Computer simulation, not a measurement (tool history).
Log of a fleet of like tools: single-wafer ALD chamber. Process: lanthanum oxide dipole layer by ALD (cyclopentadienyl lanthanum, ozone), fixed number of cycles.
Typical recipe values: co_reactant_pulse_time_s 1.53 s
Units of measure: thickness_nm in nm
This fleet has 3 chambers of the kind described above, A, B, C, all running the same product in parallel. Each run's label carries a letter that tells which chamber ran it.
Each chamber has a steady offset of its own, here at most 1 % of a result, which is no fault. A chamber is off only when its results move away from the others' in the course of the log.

| run | hour | co_reactant_pulse_time_s | hours since the last thermocouple change | hours since the last ozone generator service | read-back reference wafer on the same gauge, thickness_nm | thickness_nm |
|---|---|---|---|---|---|---|
| 1C | 10.2 | 1.53 | 1218.5 | 685 | 0.53782 | 0.55131 |
| 2A | 20.4 | 1.53 | 1292.9 | 908.3 | 0.5377 | 0.5462 |
| 3B | 31.1 | 1.53 | 770.5 | 33.6 | 0.53791 | 0.5486 |
| 4C | 42.7 | 1.53 | 1251 | 717.5 | 0.53739 | 0.54956 |
| 5B | 57.2 | 1.53 | 796.6 | 59.7 | 0.53844 | 0.54957 |
| 6A | 67.3 | 1.53 | 1339.8 | 955.2 | 0.53798 | 0.54889 |
| 7A | 75.9 | 1.53 | 1348.4 | 963.8 | 0.53735 | 0.54497 |
| 8C | 88.5 | 1.53 | 1296.8 | 763.3 | 0.53764 | 0.54692 |
| 9B | 98.1 | 1.53 | 837.5 | 100.6 | 0.53777 | 0.54818 |
| 10A | 110 | 1.53 | 1382.5 | 997.9 | 0.53792 | 0.54955 |
| 11B | 124.1 | 1.53 | 863.5 | 126.6 | 0.53784 | 0.54787 |
| 12C | 138.9 | 1.88 | 1347.2 | 813.7 | 0.53775 | 0.56179 |
| 13B | 145.9 | 1.88 | 885.3 | 148.4 | 0.53792 | 0.56353 |
| 14A | 154.4 | 1.88 | 1426.9 | 1042.3 | 0.53829 | 0.5572 |
| 15C | 166.8 | 1.53 | 1375.1 | 841.6 | 0.53761 | 0.54884 |
| 16B | 176.8 | 1.53 | 916.2 | 179.3 | 0.53744 | 0.55105 |
| 17C | 190.3 | 1.53 | 1398.6 | 865.1 | 0.53821 | 0.54741 |
| 18A | 199.9 | 1.53 | 1472.4 | 1087.8 | 0.53794 | 0.54407 |
| 19B | 208.9 | 2.05 | 948.3 | 211.4 | 0.53756 | 0.56772 |
| 20C | 219.1 | 2.05 | 1427.4 | 893.9 | 0.53732 | 0.56094 |
| 21A | 233.1 | 2.05 | 1505.6 | 1121 | 0.53805 | 0.56029 |
| 22C | 240.5 | 1.53 | 1448.8 | 915.3 | 0.5381 | 0.54789 |
| 23A | 252.8 | 1.53 | 1525.3 | 1140.7 | 0.53788 | 0.54611 |
| 24B | 263.2 | 1.53 | 1002.6 | 265.7 | 0.53809 | 0.55097 |
| 25A | 273.8 | 1.53 | 1546.3 | 1161.7 | 0.5378 | 0.54517 |
| 26B | 283.8 | 1.53 | 1023.2 | 286.3 | 0.53782 | 0.54852 |
| 27C | 297 | 1.53 | 1505.3 | 971.8 | 0.53741 | 0.54621 |
| 28B | 303.9 | 1.53 | 1043.3 | 306.4 | 0.53779 | 0.54461 |
| 29C | 318 | 1.53 | 1526.3 | 992.8 | 0.53856 | 0.54869 |
| 30A | 324.6 | 1.53 | 1597.1 | 1212.5 | 0.53817 | 0.55049 |
| 31B | 333 | 1.53 | 1072.4 | 335.5 | 0.5381 | 0.54886 |
| 32A | 340.7 | 1.53 | 1613.2 | 1228.6 | 0.53752 | 0.54509 |
| 33C | 349.7 | 1.82 | 1558 | 1024.5 | 0.53792 | 0.55999 |
| 34A | 364.1 | 1.82 | 1636.6 | 1252 | 0.53796 | 0.55211 |
| 35C | 375.5 | 1.82 | 1583.8 | 1050.3 | 0.53796 | 0.55654 |
| 36B | 383.2 | 1.53 | 1122.6 | 385.7 | 0.53807 | 0.54816 |

Each of the 3 chambers runs these same settings next. Fill in every chamber's results:
| 37A | 393.8 | 1.53 |  |  |  | ? |
| 37B | 393.8 | 1.53 |  |  |  | ? |
| 37C | 393.8 | 1.53 |  |  |  | ? |

| run | thickness_nm |
|---|---|
| 37A | 0.54161 |
| 37B | 0.54843 |
| 37C | 0.54551 |

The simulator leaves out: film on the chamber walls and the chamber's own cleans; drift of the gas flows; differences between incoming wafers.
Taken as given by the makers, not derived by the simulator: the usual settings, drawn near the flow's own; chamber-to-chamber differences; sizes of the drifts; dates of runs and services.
